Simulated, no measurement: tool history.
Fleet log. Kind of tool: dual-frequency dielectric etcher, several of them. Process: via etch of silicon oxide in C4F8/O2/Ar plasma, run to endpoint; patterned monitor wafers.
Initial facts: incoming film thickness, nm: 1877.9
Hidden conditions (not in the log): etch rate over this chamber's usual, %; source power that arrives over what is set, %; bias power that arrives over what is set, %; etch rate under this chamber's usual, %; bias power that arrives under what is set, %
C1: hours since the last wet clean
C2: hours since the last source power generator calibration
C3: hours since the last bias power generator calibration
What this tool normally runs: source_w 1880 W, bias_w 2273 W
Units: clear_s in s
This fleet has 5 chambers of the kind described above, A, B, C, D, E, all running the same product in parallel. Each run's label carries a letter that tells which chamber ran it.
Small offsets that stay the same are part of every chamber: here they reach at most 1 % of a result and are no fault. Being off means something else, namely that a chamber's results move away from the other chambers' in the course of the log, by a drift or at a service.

At hour 8.3: chamber D: source power generator calibrated.
Run 1E, hour 13.0: usual settings; C1 240.9; C2 783.1; C3 4554.3. Result: clear_s 366.83 s.
Run 2D, hour 24.4: usual settings; C1 444.3; C2 16.1; C3 354.9. Result: clear_s 369.33 s.
Run 3A, hour 33.9: usual settings; C1 151.0; C2 1405.5; C3 448.6. Result: clear_s 363.96 s.
Run 4B, hour 41.4: usual settings; C1 377.6; C2 376.3; C3 1368.1. Result: clear_s 368.20 s.
Run 5C, hour 56.3: usual settings; C1 218.1; C2 1880.6; C3 873.2. Result: clear_s 364.84 s.
Run 6A, hour 65.0: usual settings; C1 182.1; C2 1436.6; C3 479.7. Result: clear_s 362.41 s.
Run 7E, hour 73.0: usual settings; C1 300.9; C2 843.1; C3 4614.3. Result: clear_s 372.69 s.
At hour 86.7: chamber D: wet clean of the chamber.
Run 8C, hour 87.3: usual settings; C1 249.1; C2 1911.6; C3 904.2. Result: clear_s 363.54 s.
Run 9D, hour 94.4: usual settings; C1 7.7; C2 86.1; C3 424.9. Result: clear_s 368.74 s.
Run 10B, hour 104.6: usual settings; C1 440.8; C2 439.5; C3 1431.3. Result: clear_s 366.06 s.
Run 11B, hour 119.9: usual settings; C1 456.1; C2 454.8; C3 1446.6. Result: clear_s 369.00 s.
Run 12C, hour 131.4: usual settings; C1 293.2; C2 1955.7; C3 948.3. Result: clear_s 363.59 s.
Run 13E, hour 145.0: usual settings; C1 372.9; C2 915.1; C3 4686.3. Result: clear_s 368.71 s.
Run 14D, hour 156.0: usual settings; C1 69.3; C2 147.7; C3 486.5. Result: clear_s 371.32 s.
Run 15A, hour 163.8: usual settings; C1 280.9; C2 1535.4; C3 578.5. Result: clear_s 364.84 s.
Run 16E, hour 176.7: usual settings but source_w 1490 W, bias_w 1814 W; C1 404.6; C2 946.8; C3 4718.0. Result: clear_s 431.32 s.
At hour 179.5: chamber B: wet clean of the chamber.
Run 17B, hour 186.0: usual settings but source_w 1490 W, bias_w 1814 W; C1 6.6; C2 520.9; C3 1512.7. Result: clear_s 424.36 s.
At hour 195.4: chamber A: wet clean of the chamber.
Run 18A, hour 201.4: usual settings but source_w 1490 W, bias_w 1814 W; C1 6.1; C2 1573.0; C3 616.1. Result: clear_s 424.80 s.
Run 19D, hour 212.7: usual settings but source_w 1490 W, bias_w 1814 W; C1 126.0; C2 204.4; C3 543.2. Result: clear_s 432.58 s.
Run 20C, hour 221.8: usual settings but source_w 1490 W, bias_w 1814 W; C1 383.6; C2 2046.1; C3 1038.7. Result: clear_s 425.37 s.
Run 21A, hour 235.6: usual settings; C1 40.3; C2 1607.2; C3 650.3. Result: clear_s 361.01 s.
Run 22B, hour 249.3: usual settings; C1 69.9; C2 584.2; C3 1576.0. Result: clear_s 365.85 s.
Run 23E, hour 260.3: usual settings; C1 488.2; C2 1030.4; C3 4801.6. Result: clear_s 370.30 s.
At hour 268.7: chamber E: wet clean of the chamber.
Run 24D, hour 273.6: usual settings; C1 186.9; C2 265.3; C3 604.1. Result: clear_s 369.73 s.
Run 25C, hour 284.0: usual settings; C1 445.8; C2 2108.3; C3 1100.9. Result: clear_s 363.64 s.
Run 26A, hour 294.2: usual settings; C1 98.9; C2 1665.8; C3 708.9. Result: clear_s 362.14 s.
Run 27E, hour 308.3: usual settings; C1 39.6; C2 1078.4; C3 4849.6. Result: clear_s 385.04 s.
Run 28C, hour 315.6: usual settings; C1 477.4; C2 2139.9; C3 1132.5. Result: clear_s 361.62 s.
Run 29B, hour 325.3: usual settings but source_w 2040 W, bias_w 1783 W; C1 145.9; C2 660.2; C3 1652.0. Result: clear_s 380.00 s.
Run 30D, hour 332.4: usual settings but source_w 2040 W, bias_w 1783 W; C1 245.7; C2 324.1; C3 662.9. Result: clear_s 381.47 s.
Run 31B, hour 342.9: usual settings but source_w 2040 W, bias_w 1783 W; C1 163.5; C2 677.8; C3 1669.6. Result: clear_s 378.21 s.
Run 32D, hour 355.9: usual settings but source_w 2040 W, bias_w 1783 W; C1 269.2; C2 347.6; C3 686.4. Result: clear_s 380.79 s.
Run 33E, hour 367.3: usual settings but source_w 2040 W, bias_w 1783 W; C1 98.6; C2 1137.4; C3 4908.6. Result: clear_s 398.83 s.
Run 34A, hour 380.7: usual settings but bias_w 2776 W; C1 185.4; C2 1752.3; C3 795.4. Result: clear_s 340.77 s.
Run 35C, hour 389.7: usual settings but bias_w 2776 W; C1 551.5; C2 2214.0; C3 1206.6. Result: clear_s 343.72 s.
Run 36E, hour 398.6: usual settings but bias_w 2776 W; C1 129.9; C2 1168.7; C3 4939.9. Result: clear_s 362.21 s.
Run 37C, hour 413.7: usual settings but bias_w 2776 W; C1 575.5; C2 2238.0; C3 1230.6. Result: clear_s 342.44 s.
Run 38B, hour 427.8: usual settings but bias_w 2776 W; C1 248.4; C2 762.7; C3 1754.5. Result: clear_s 342.85 s.

Is one chamber off against the others, does the gauge drift, or is nothing wrong? If a chamber is off, say which, and what the likeliest cause is.

A service left chamber E off against the others.
Most likely cause: etch rate under this chamber's usual, % = 4.31.

Here are 4 candidates for chamber E's next run, each the usual settings with a change, their results left as question marks. Which one brings its results back in line with what the others give on the usual settings?
In line means no further than this from the other chambers' mean on the usual settings: clear_s 4.70 s
Run 39E-1, hour 439.2: usual settings but source_w 1430 W. Result: clear_s ?.
Run 39E-2, hour 439.2: usual settings but source_w 2050 W, bias_w 2423 W. Result: clear_s ?.
Run 39E-3, hour 439.2: usual settings but source_w 2220 W, bias_w 2584 W. Result: clear_s ?.
Run 39E-4, hour 439.2: usual settings but bias_w 1857 W. Result: clear_s ?.

On the usual settings, the other chambers give on average: clear_s 365.41 s
  run  clear_s
39E-1   429.86
39E-2   366.12
39E-3   348.06
39E-4   409.39
The right change is 39E-2: it brings the chamber back within the allowed miss of the others.

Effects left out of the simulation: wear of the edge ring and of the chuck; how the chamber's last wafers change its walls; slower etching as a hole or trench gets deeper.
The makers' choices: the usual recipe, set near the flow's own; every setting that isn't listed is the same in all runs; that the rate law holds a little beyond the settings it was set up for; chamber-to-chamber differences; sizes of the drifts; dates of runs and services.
